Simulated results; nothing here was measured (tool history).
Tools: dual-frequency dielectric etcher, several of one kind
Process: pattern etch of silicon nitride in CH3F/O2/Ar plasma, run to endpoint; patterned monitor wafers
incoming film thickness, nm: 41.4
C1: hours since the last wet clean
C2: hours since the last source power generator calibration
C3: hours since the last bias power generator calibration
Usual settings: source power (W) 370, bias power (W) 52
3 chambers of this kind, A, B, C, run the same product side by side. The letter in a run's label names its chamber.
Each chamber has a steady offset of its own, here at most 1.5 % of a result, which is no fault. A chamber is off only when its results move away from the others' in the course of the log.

{"hour": 5.0, "done": "chamber C: bias power generator calibrated"}
{"run": "1A", "hour": 7.1, "source power (W)": 370, "bias power (W)": 52, "C1": 318.7, "C2": 3542.7, "C3": 371.4, "endpoint time (s)": 68.11}
{"run": "2C", "hour": 10.9, "source power (W)": 370, "bias power (W)": 52, "C1": 333.6, "C2": 3538.0, "C3": 6.0, "endpoint time (s)": 68.652}
{"run": "3B", "hour": 17.8, "source power (W)": 370, "bias power (W)": 52, "C1": 538.9, "C2": 1381.4, "C3": 495.1, "endpoint time (s)": 68.628}
{"run": "4A", "hour": 24.6, "source power (W)": 370, "bias power (W)": 52, "C1": 336.2, "C2": 3560.2, "C3": 388.9, "endpoint time (s)": 68.358}
{"run": "5B", "hour": 30.6, "source power (W)": 370, "bias power (W)": 52, "C1": 551.7, "C2": 1394.2, "C3": 507.9, "endpoint time (s)": 68.792}
{"run": "6C", "hour": 37.3, "source power (W)": 370, "bias power (W)": 52, "C1": 360.0, "C2": 3564.4, "C3": 32.4, "endpoint time (s)": 67.896}
{"run": "7A", "hour": 41.9, "source power (W)": 410, "bias power (W)": 44, "C1": 353.5, "C2": 3577.5, "C3": 406.2, "endpoint time (s)": 68.872}
{"run": "8B", "hour": 48.2, "source power (W)": 410, "bias power (W)": 44, "C1": 569.3, "C2": 1411.8, "C3": 525.5, "endpoint time (s)": 69.302}
{"run": "9C", "hour": 54.7, "source power (W)": 410, "bias power (W)": 44, "C1": 377.4, "C2": 3581.8, "C3": 49.8, "endpoint time (s)": 69.173}
{"run": "10A", "hour": 60.7, "source power (W)": 370, "bias power (W)": 52, "C1": 372.3, "C2": 3596.3, "C3": 425.0, "endpoint time (s)": 68.42}
{"run": "11B", "hour": 65.3, "source power (W)": 370, "bias power (W)": 52, "C1": 586.4, "C2": 1428.9, "C3": 542.6, "endpoint time (s)": 68.821}
{"hour": 66.9, "done": "chamber B: wet clean of the chamber"}
{"run": "12C", "hour": 69.7, "source power (W)": 370, "bias power (W)": 52, "C1": 392.4, "C2": 3596.8, "C3": 64.8, "endpoint time (s)": 67.964}
{"run": "13A", "hour": 73.3, "source power (W)": 370, "bias power (W)": 52, "C1": 384.9, "C2": 3608.9, "C3": 437.6, "endpoint time (s)": 67.691}
{"run": "14B", "hour": 78.9, "source power (W)": 370, "bias power (W)": 52, "C1": 12.1, "C2": 1442.5, "C3": 556.2, "endpoint time (s)": 69.043}
{"run": "15C", "hour": 86.4, "source power (W)": 370, "bias power (W)": 52, "C1": 409.1, "C2": 3613.5, "C3": 81.5, "endpoint time (s)": 67.687}
{"run": "16B", "hour": 93.3, "source power (W)": 290, "bias power (W)": 52, "C1": 26.5, "C2": 1456.9, "C3": 570.6, "endpoint time (s)": 75.17}
{"run": "17A", "hour": 100.5, "source power (W)": 290, "bias power (W)": 52, "C1": 412.1, "C2": 3636.1, "C3": 464.8, "endpoint time (s)": 75.213}
{"run": "18C", "hour": 104.4, "source power (W)": 290, "bias power (W)": 52, "C1": 427.1, "C2": 3631.5, "C3": 99.5, "endpoint time (s)": 74.563}
{"run": "19C", "hour": 109.9, "source power (W)": 370, "bias power (W)": 52, "C1": 432.6, "C2": 3637.0, "C3": 105.0, "endpoint time (s)": 67.414}
{"run": "20B", "hour": 116.2, "source power (W)": 370, "bias power (W)": 52, "C1": 49.4, "C2": 1479.8, "C3": 593.5, "endpoint time (s)": 69.195}
{"run": "21A", "hour": 122.8, "source power (W)": 370, "bias power (W)": 52, "C1": 434.4, "C2": 3658.4, "C3": 487.1, "endpoint time (s)": 68.411}
{"run": "22B", "hour": 129.3, "source power (W)": 370, "bias power (W)": 52, "C1": 62.5, "C2": 1492.9, "C3": 606.6, "endpoint time (s)": 68.754}
{"run": "23C", "hour": 134.1, "source power (W)": 370, "bias power (W)": 52, "C1": 456.8, "C2": 3661.2, "C3": 129.2, "endpoint time (s)": 68.05}
{"run": "24A", "hour": 139.3, "source power (W)": 370, "bias power (W)": 52, "C1": 450.9, "C2": 3674.9, "C3": 503.6, "endpoint time (s)": 68.441}
{"run": "25C", "hour": 143.0, "source power (W)": 370, "bias power (W)": 52, "C1": 465.7, "C2": 3670.1, "C3": 138.1, "endpoint time (s)": 68.4}
{"run": "26B", "hour": 148.2, "source power (W)": 370, "bias power (W)": 52, "C1": 81.4, "C2": 1511.8, "C3": 625.5, "endpoint time (s)": 68.724}
{"run": "27A", "hour": 155.1, "source power (W)": 370, "bias power (W)": 52, "C1": 466.7, "C2": 3690.7, "C3": 519.4, "endpoint time (s)": 68.153}
{"run": "28A", "hour": 162.7, "source power (W)": 370, "bias power (W)": 52, "C1": 474.3, "C2": 3698.3, "C3": 527.0, "endpoint time (s)": 67.885}
{"run": "29C", "hour": 170.4, "source power (W)": 370, "bias power (W)": 52, "C1": 493.1, "C2": 3697.5, "C3": 165.5, "endpoint time (s)": 68.329}
{"run": "30B", "hour": 174.3, "source power (W)": 370, "bias power (W)": 52, "C1": 107.5, "C2": 1537.9, "C3": 651.6, "endpoint time (s)": 68.532}
{"run": "31C", "hour": 179.1, "source power (W)": 370, "bias power (W)": 52, "C1": 501.8, "C2": 3706.2, "C3": 174.2, "endpoint time (s)": 67.556}
{"run": "32A", "hour": 186.4, "source power (W)": 370, "bias power (W)": 52, "C1": 498.0, "C2": 3722.0, "C3": 550.7, "endpoint time (s)": 68.486}
{"run": "33B", "hour": 194.0, "source power (W)": 370, "bias power (W)": 59, "C1": 127.2, "C2": 1557.6, "C3": 671.3, "endpoint time (s)": 66.015}
{"run": "34C", "hour": 198.3, "source power (W)": 370, "bias power (W)": 59, "C1": 521.0, "C2": 3725.4, "C3": 193.4, "endpoint time (s)": 65.109}
{"run": "35B", "hour": 204.3, "source power (W)": 370, "bias power (W)": 59, "C1": 137.5, "C2": 1567.9, "C3": 681.6, "endpoint time (s)": 66.316}
{"run": "36A", "hour": 211.0, "source power (W)": 370, "bias power (W)": 52, "C1": 522.6, "C2": 3746.6, "C3": 575.3, "endpoint time (s)": 67.7}
{"run": "37C", "hour": 214.4, "source power (W)": 370, "bias power (W)": 52, "C1": 537.1, "C2": 3741.5, "C3": 209.5, "endpoint time (s)": 67.869}
{"run": "38B", "hour": 220.4, "source power (W)": 370, "bias power (W)": 48, "C1": 153.6, "C2": 1584.0, "C3": 697.7, "endpoint time (s)": 70.173}
{"run": "39A", "hour": 225.4, "source power (W)": 370, "bias power (W)": 48, "C1": 537.0, "C2": 3761.0, "C3": 589.7, "endpoint time (s)": 70.75}

Is one chamber off against the others, does the gauge drift, or is nothing wrong? If a chamber is off, say which, and what the likeliest cause is.

No chamber stands off beyond its own small offset, and the gauge holds steady.
